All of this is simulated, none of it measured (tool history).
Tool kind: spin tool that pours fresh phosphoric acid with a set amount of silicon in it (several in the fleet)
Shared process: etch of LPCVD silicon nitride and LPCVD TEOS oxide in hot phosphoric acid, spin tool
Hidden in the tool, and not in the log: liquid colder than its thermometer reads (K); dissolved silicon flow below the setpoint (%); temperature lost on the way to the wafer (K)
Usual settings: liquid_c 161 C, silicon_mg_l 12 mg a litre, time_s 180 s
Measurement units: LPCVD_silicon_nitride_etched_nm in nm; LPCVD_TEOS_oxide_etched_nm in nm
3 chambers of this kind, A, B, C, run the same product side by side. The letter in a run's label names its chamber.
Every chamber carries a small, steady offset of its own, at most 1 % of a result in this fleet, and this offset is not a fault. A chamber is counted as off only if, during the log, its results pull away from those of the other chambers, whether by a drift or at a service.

run   hour  liquid_c  silicon_mg_l  time_s  hours since the thermometer was replaced  hours since the dissolved silicon flow meter was replaced  hours since the heated supply line was repaired  read-back film thickness of the LPCVD silicon nitride reference wafer, read on the same gauge (nm)  read-back film thickness of the LPCVD TEOS oxide reference wafer, read on the same gauge (nm)  LPCVD_silicon_nitride_etched_nm  LPCVD_TEOS_oxide_etched_nm
 1A    5.1       161            12     180                                     204.2                                                        971                                            624.4                                                                                                 150                                                                                         39.984                           17.656                      0.4708
 2C    8.9       161            12     180                                     625.2                                                       60.2                                             1906                                                                                              150.02                                                                                         39.993                           17.765                     0.46581
 3B     12       161            12     180                                     592.3                                                       21.9                                           1256.7                                                                                              150.02                                                                                         39.984                           17.671                     0.48801
 4A   14.7       161            12     180                                     213.8                                                      980.6                                              634                                                                                              150.01                                                                                         40.009                           17.886                     0.52983
 5C   20.6       161             8     215                                     636.9                                                       71.9                                           1917.7                                                                                              150.04                                                                                         40.014                            20.99                      0.6533
 6B   24.3       161             8     215                                     604.6                                                       34.2                                             1269                                                                                              149.99                                                                                         40.001                           21.127                     0.62556
 7A   28.8       161             8     215                                     227.9                                                      994.7                                            648.1                                                                                              150.02                                                                                         39.957                           20.916                     0.63117
 8C   32.4       161            12     180                                     648.7                                                       83.7                                           1929.5                                                                                              150.04                                                                                         40.008                           17.517                     0.53869
 9B   36.1     162.5          20.5     180                                     616.4                                                         46                                           1280.8                                                                                              150.01                                                                                          39.99                           18.666                     0.40583
10A   40.2     162.5          20.5     180                                     239.3                                                     1006.1                                            659.5                                                                                              150.02                                                                                         40.003                           18.811                     0.51389
11C     44     162.5          20.5     180                                     660.3                                                       95.3                                           1941.1                                                                                                 150                                                                                         40.008                           18.565                     0.42477
12B   49.4       161           5.5     180                                     629.7                                                       59.3                                           1294.1                                                                                                 150                                                                                         39.972                           17.824                     0.53222
13A     54       161           5.5     180                                     253.1                                                     1019.9                                            673.3                                                                                              150.02                                                                                         40.005                           17.926                     0.50868
14C   57.5       161           5.5     180                                     673.8                                                      108.8                                           1954.6                                                                                              149.98                                                                                         40.006                           17.402                     0.57102
15B   62.1       161            12     180                                     642.4                                                         72                                           1306.8                                                                                              150.01                                                                                         39.997                           17.619                     0.49261
16C   66.4       161          19.5     180                                     682.7                                                      117.7                                           1963.5                                                                                              149.97                                                                                         39.999                           17.612                     0.39786
17A   69.7       161          19.5     180                                     268.8                                                     1035.6                                              689                                                                                              150.01                                                                                         39.995                           17.615                     0.42676
18B   72.9       161          19.5     180                                     653.2                                                       82.8                                           1317.6                                                                                              150.02                                                                                         40.025                           17.585                     0.37839
19A   78.8       161            12     180                                     277.9                                                     1044.7                                            698.1                                                                                              150.03                                                                                         40.019                           17.952                     0.55133
20B   81.8       161            12     180                                     662.1                                                       91.7                                           1326.5                                                                                                 150                                                                                         40.014                            17.46                     0.46171
21C   84.5       161            12     180                                     700.8                                                      135.8                                           1981.6                                                                                                 150                                                                                         39.992                           17.671                     0.44737
22C   90.3       161            12     180                                     706.6                                                      141.6                                           1987.4                                                                                              150.01                                                                                         40.017                            17.68                     0.47372
23B   93.4       161            12     180                                     673.7                                                      103.3                                           1338.1                                                                                              150.01                                                                                         40.001                           17.422                     0.47463
24A   98.1       161            12     180                                     297.2                                                       1064                                            717.4                                                                                              150.01                                                                                         40.035                           17.825                     0.47691
25B  102.4       161            12     180                                     682.7                                                      112.3                                           1347.1                                                                                              149.99                                                                                          40.03                           17.375                     0.51503
26C  105.9       161            12     180                                     722.2                                                      157.2                                             2003                                                                                              149.96                                                                                         40.017                            17.71                     0.48349
27A  111.2       161            12     180                                     310.3                                                     1077.1                                            730.5                                                                                              149.98                                                                                         40.044                            17.77                     0.51254
28B  115.1       161            12     135                                     695.4                                                        125                                           1359.8                                                                                                 150                                                                                         39.984                           12.982                       0.331
29A  120.4       161            12     135                                     319.5                                                     1086.3                                            739.7                                                                                              149.99                                                                                         40.034                           13.358                     0.37708
30C  124.1       161            12     135                                     740.4                                                      175.4                                           2021.2                                                                                              149.98                                                                                         39.999                           13.118                     0.34657
31C  129.3       161            12     180                                     745.6                                                      180.6                                           2026.4                                                                                                 150                                                                                         39.982                           17.829                      0.4992
32A  134.7       161            12     180                                     333.8                                                     1100.6                                              754                                                                                                 150                                                                                         40.028                           18.091                     0.49269
33B    139       161            12     180                                     719.3                                                      148.9                                           1383.7                                                                                                 150                                                                                          39.96                           17.264                     0.44116
34C  142.1       161            12     180                                     758.4                                                      193.4                                           2039.2                                                                                                 150                                                                                         40.033                            17.63                     0.52511
35A  146.5       161            12     180                                     345.6                                                     1112.4                                            765.8                                                                                              150.02                                                                                         40.028                           17.841                      0.4889
36B  150.8       161            12     180                                     731.1                                                      160.7                                           1395.5                                                                                              149.97                                                                                         39.974                            17.33                     0.49091
37B  156.8       161            12     180                                     737.1                                                      166.7                                           1401.5                                                                                              149.97                                                                                         40.011                           17.241                     0.40116
38A  161.8       161            12     180                                     360.9                                                     1127.7                                            781.1                                                                                              149.98                                                                                         40.008                             17.9                     0.48158
39C  167.5       161            12     180                                     783.8                                                      218.8                                           2064.6                                                                                              150.01                                                                                         40.047                           17.375                     0.50069
40B  171.9       161            12     180                                     752.2                                                      181.8                                           1416.6                                                                                              150.01                                                                                         39.996                            17.07                     0.47099

Does one chamber stand apart from the rest, does the shared gauge drift, or is all well apart from small per-chamber offsets? Give the chamber and the most likely cause, where there is one.

It is chamber B that slowly wanders off from its peers.
Most likely cause: temperature lost on the way to the wafer (K) = 1.22.
The log may not tell that from: liquid colder than its thermometer reads (K).

Which of the 4 candidates below, each the usual settings with something changed and its results left as question marks, puts chamber B back in line with what the other chambers give on the usual settings?
Counts as in line when no further than this from what the other chambers average on the usual settings: LPCVD_silicon_nitride_etched_nm 0.36 nm; LPCVD_TEOS_oxide_etched_nm 0.11 nm
41B-1  176.2     160.5            15     170                                                                                                                                                                                                                                                                                                                                                                                         ?                           ?
41B-2  176.2     161.5             9     190                                                                                                                                                                                                                                                                                                                                                                                         ?                           ?
41B-3  176.2     160.5          13.5     175                                                                                                                                                                                                                                                                                                                                                                                         ?                           ?
41B-4  176.2     161.5          10.5     185                                                                                                                                                                                                                                                                                                                                                                                         ?                           ?

Mean of the other chambers on the usual settings: LPCVD_silicon_nitride_etched_nm 17.684 nm; LPCVD_TEOS_oxide_etched_nm 0.49298 nm
  run  LPCVD_silicon_nitride_etched_nm  LPCVD_TEOS_oxide_etched_nm
41B-1                           15.846                     0.37725
41B-2                            18.31                     0.52182
41B-3                           16.312                      0.4029
41B-4                           17.828                     0.49152
Change 41B-4 lands the chamber within the allowed miss of the other chambers.

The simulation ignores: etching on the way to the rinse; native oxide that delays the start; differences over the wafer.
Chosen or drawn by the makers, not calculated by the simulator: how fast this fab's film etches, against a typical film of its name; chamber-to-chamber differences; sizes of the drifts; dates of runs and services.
